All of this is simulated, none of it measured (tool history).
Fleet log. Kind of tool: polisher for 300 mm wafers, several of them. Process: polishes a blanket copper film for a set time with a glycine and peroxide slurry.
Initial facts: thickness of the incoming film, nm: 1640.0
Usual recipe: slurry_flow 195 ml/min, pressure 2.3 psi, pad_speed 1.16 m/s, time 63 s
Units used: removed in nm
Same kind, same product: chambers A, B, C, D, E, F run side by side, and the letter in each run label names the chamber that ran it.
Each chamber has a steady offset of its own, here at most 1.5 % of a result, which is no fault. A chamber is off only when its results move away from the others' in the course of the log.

run	hour	slurry_flow	pressure	pad_speed	time	removed
1D	2.7	195	2.3	1.16	63	385.72
2A	7.1	195	2.3	1.16	63	378.34
3B	9.2	195	2.3	1.16	63	392.49
# hour 9.6: chamber F: head pressure recalibrated
4F	12.1	195	2.3	1.16	63	379.29
# hour 13.6: chamber C: slurry nozzle cleaned
5C	16.5	150	2.3	1.16	63	369.25
# hour 18.3: chamber F: worn pad replaced by a new one
6E	21	150	2.3	1.16	63	372.73
7C	23.2	150	2.3	1.16	63	364.71
# hour 26.1: chamber A: worn pad replaced by a new one
8E	27.4	150	2.3	1.16	63	361
9A	29.5	150	2.3	1.16	63	372.12
10F	32	150	2.3	1.16	63	369.83
11D	34.7	195	2.3	1.16	63	379.81
12B	37.8	195	2.3	1.16	63	382.39
13A	40.7	195	2.3	1.16	63	386.7
14D	43.1	195	2.3	1.16	63	388.33
# hour 45.2: chamber B: worn pad replaced by a new one
15B	46.4	195	2.3	1.16	63	396.51
16E	50.5	195	2.3	1	63	344.96
17F	53.6	195	2.3	1	63	334.23
# hour 54.7: chamber C: worn pad replaced by a new one
18C	58	195	2.3	1	63	346.43
# hour 58.5: chamber C: head pressure recalibrated
19D	62.5	195	2.3	1	63	344.88
20B	64.6	195	2.3	1	63	343.57
21E	69.2	195	2.3	1	63	342.57
# hour 71: chamber E: worn pad replaced by a new one
22F	71.4	195	2.3	1.16	63	386.35
23A	74.3	195	2.3	1.16	63	388.33
24C	77.2	195	2.3	1.16	63	363.33
25E	79.3	195	2.3	1.16	63	382.04
26F	82.1	195	2.3	1.16	63	378.51
27C	84.7	195	2.3	1.16	63	362.41
28A	87.4	195	2.3	1.16	63	389.71
# hour 87.8: chamber D: worn pad replaced by a new one
29B	90.9	195	2.3	1.16	63	396.36
30D	93.7	195	2.3	1.16	63	392
# hour 94.6: chamber F: worn pad replaced by a new one
31C	95.9	195	2.3	1.16	63	362.31
32E	99.5	195	2.9	0.98	63	402.58
# hour 102.4: chamber F: slurry nozzle cleaned
33B	102.5	195	2.9	0.98	63	420.84
34F	105.8	195	2.9	0.98	63	405.13
35A	108.6	195	2.9	0.98	63	399.64
36D	111.5	195	2.9	0.98	63	409.02
37D	114.5	195	2.9	0.98	63	403.02
38F	118.6	195	2.3	1.16	63	384.93

Is one chamber out of step, is the gauge drifting, or do the chambers differ by no more than their own small offsets? For an off chamber, give its letter and the likeliest cause.

After it was serviced, chamber C no longer matches the other chambers.
What lies behind it: head's pressure below its setpoint, % = 8.53.

Which of the 4 candidates below, each the usual settings with something changed and its results left as question marks, puts chamber C back in line with what the other chambers give on the usual settings?
Maximum distance from the other chambers' mean on the usual settings for a result to count as in line: removed 14 nm
39C-1	121.9	195	2.2	1.1	59	?
39C-2	121.9	200	2.3	1.24	69	?
39C-3	121.9	190	2.3	1.06	63	?
39C-4	121.9	195	2.4	1.16	66	?

What the other chambers average on the usual settings: removed 387.08 nm
run	removed
39C-1	311.93
39C-2	418.33
39C-3	333.8
39C-4	390.88
With 39C-4, the chamber falls back in line with the rest.
